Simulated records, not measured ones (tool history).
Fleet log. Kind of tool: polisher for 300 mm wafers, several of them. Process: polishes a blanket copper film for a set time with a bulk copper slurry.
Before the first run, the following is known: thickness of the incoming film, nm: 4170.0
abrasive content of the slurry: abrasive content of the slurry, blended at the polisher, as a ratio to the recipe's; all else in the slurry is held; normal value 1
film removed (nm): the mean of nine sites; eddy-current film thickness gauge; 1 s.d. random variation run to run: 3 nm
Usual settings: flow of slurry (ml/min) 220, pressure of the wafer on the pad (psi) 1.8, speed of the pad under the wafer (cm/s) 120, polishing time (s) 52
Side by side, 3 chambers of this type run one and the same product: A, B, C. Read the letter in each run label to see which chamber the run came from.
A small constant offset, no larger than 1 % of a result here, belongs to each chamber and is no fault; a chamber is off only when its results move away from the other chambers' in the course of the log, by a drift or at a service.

| run | hour | flow of slurry (ml/min) | pressure of the wafer on the pad (psi) | speed of the pad under the wafer (cm/s) | abrasive content of the slurry | polishing time (s) | wafers polished on this pad | hours since the slurry nozzle was cleaned | hours since the head pressure was calibrated | hours since the slurry blender was calibrated | film removed (nm) |
|---|---|---|---|---|---|---|---|---|---|---|---|
| 1B | 7.5 | 220 | 1.8 | 120 | 1 | 52 | 516 | 408 | 26.7 | 242.8 | 381.82 |
| 2C | 16.6 | 220 | 1.8 | 120 | 1 | 52 | 703 | 55.9 | 145 | 203.7 | 386.4 |
|  | 23.7 | chamber A: worn pad replaced by a new one |
| 3A | 24.7 | 220 | 1.8 | 120 | 1 | 52 | 13 | 165.5 | 202.9 | 35.8 | 383.46 |
| 4A | 36.4 | 220 | 1.8 | 120 | 1 | 52 | 169 | 177.2 | 214.6 | 47.5 | 385.65 |
| 5B | 43.7 | 220 | 1.8 | 120 | 1 | 52 | 997 | 444.2 | 62.9 | 279 | 385.33 |
|  | 47.3 | chamber B: worn pad replaced by a new one |
| 6C | 49.4 | 220 | 1.8 | 120 | 1 | 52 | 1139 | 88.7 | 177.8 | 236.5 | 383.26 |
| 7A | 55.1 | 220 | 1.8 | 120 | 1 | 52 | 417 | 195.9 | 233.3 | 66.2 | 384.26 |
| 8C | 64.4 | 220 | 1.8 | 120 | 1 | 52 | 1339 | 103.7 | 192.8 | 251.5 | 381.2 |
|  | 70.1 | chamber C: slurry blender recalibrated |
|  | 71.8 | chamber A: slurry nozzle cleaned |
| 9B | 75 | 220 | 1.8 | 120 | 1 | 52 | 369 | 475.5 | 94.2 | 310.3 | 378.36 |
| 10A | 85 | 220 | 1.8 | 120 | 1 | 52 | 815 | 13.2 | 263.2 | 96.1 | 383.14 |
|  | 88.6 | chamber A: worn pad replaced by a new one |
| 11B | 91.5 | 220 | 1.8 | 120 | 1 | 52 | 588 | 492 | 110.7 | 326.8 | 380.97 |
|  | 94.3 | chamber B: slurry blender recalibrated |
| 12C | 96.8 | 220 | 1.8 | 120 | 1 | 52 | 1769 | 136.1 | 225.2 | 26.8 | 373.23 |
| 13C | 106.2 | 220 | 1.8 | 120 | 1 | 52 | 1894 | 145.5 | 234.6 | 36.2 | 377.75 |
| 14A | 114.4 | 220 | 1.8 | 120 | 0.85 | 52 | 343 | 42.6 | 292.6 | 125.5 | 369.63 |
| 15B | 125.8 | 220 | 1.8 | 120 | 0.85 | 52 | 1044 | 526.3 | 145 | 31.5 | 363.43 |
|  | 129.6 | chamber B: worn pad replaced by a new one |
| 16B | 135.3 | 220 | 1.8 | 120 | 0.85 | 52 | 76 | 535.8 | 154.5 | 41 | 368.09 |
| 17A | 140.7 | 220 | 1.8 | 120 | 1 | 52 | 693 | 68.9 | 318.9 | 151.8 | 385.01 |
| 18C | 152.7 | 220 | 1.8 | 120 | 1 | 52 | 2512 | 192 | 281.1 | 82.7 | 372.14 |
| 19A | 160 | 220 | 1.8 | 120 | 1 | 52 | 950 | 88.2 | 338.2 | 171.1 | 388.63 |
| 20B | 168.8 | 220 | 1.8 | 120 | 1 | 52 | 522 | 569.3 | 188 | 74.5 | 376.35 |
| 21C | 174.7 | 220 | 1.8 | 120 | 1 | 52 | 2805 | 214 | 303.1 | 104.7 | 365.84 |
|  | 175.9 | chamber A: worn pad replaced by a new one |
|  | 177.2 | chamber B: slurry nozzle cleaned |
|  | 180.2 | chamber C: head pressure recalibrated |
| 22C | 183.6 | 220 | 1.8 | 120 | 1 | 52 | 2923 | 222.9 | 3.4 | 113.6 | 362.07 |
| 23A | 193 | 220 | 1.8 | 120 | 1 | 52 | 228 | 121.2 | 371.2 | 204.1 | 389.42 |
| 24B | 203.9 | 220 | 1.8 | 120 | 1 | 52 | 988 | 26.8 | 223.1 | 109.6 | 381.52 |
|  | 207.2 | chamber B: worn pad replaced by a new one |
| 25C | 213.2 | 220 | 1.3 | 90 | 1 | 52 | 3317 | 252.5 | 33 | 143.2 | 192.18 |
| 26A | 220.5 | 220 | 1.3 | 90 | 1 | 52 | 594 | 148.7 | 398.7 | 231.6 | 209.75 |
| 27B | 230.5 | 220 | 1.3 | 90 | 1 | 52 | 309 | 53.4 | 249.7 | 136.2 | 206.16 |
|  | 230.6 | chamber A: slurry blender recalibrated |
| 28B | 236.8 | 220 | 2.2 | 120 | 1 | 52 | 393 | 59.7 | 256 | 142.5 | 465.62 |
| 29C | 248.7 | 220 | 2.2 | 120 | 1 | 52 | 3789 | 288 | 68.5 | 178.7 | 433.2 |
| 30A | 254.8 | 220 | 2.2 | 120 | 1 | 52 | 1050 | 183 | 433 | 24.3 | 465.46 |
|  | 258.4 | chamber A: worn pad replaced by a new one |
| 31C | 264.2 | 220 | 1.8 | 120 | 1 | 52 | 3995 | 303.5 | 84 | 194.2 | 348.68 |
| 32B | 270.1 | 220 | 1.8 | 120 | 1 | 52 | 836 | 93 | 289.3 | 175.8 | 374.04 |
| 33A | 278.4 | 220 | 1.8 | 120 | 1 | 52 | 266 | 206.6 | 456.6 | 47.9 | 383.38 |
| 34A | 286.8 | 220 | 1.8 | 120 | 1 | 52 | 378 | 215 | 465 | 56.3 | 386.71 |

All 3 chambers run these settings next. Forecast each chamber's results:
| 35A | 295.4 | 220 | 1.8 | 120 | 1 | 45 |  |  |  |  | ? |
| 35B | 295.4 | 220 | 1.8 | 120 | 1 | 45 |  |  |  |  | ? |
| 35C | 295.4 | 220 | 1.8 | 120 | 1 | 45 |  |  |  |  | ? |

| run | film removed (nm) |
|---|---|
| 35A | 332.62 |
| 35B | 328.39 |
| 35C | 298.75 |
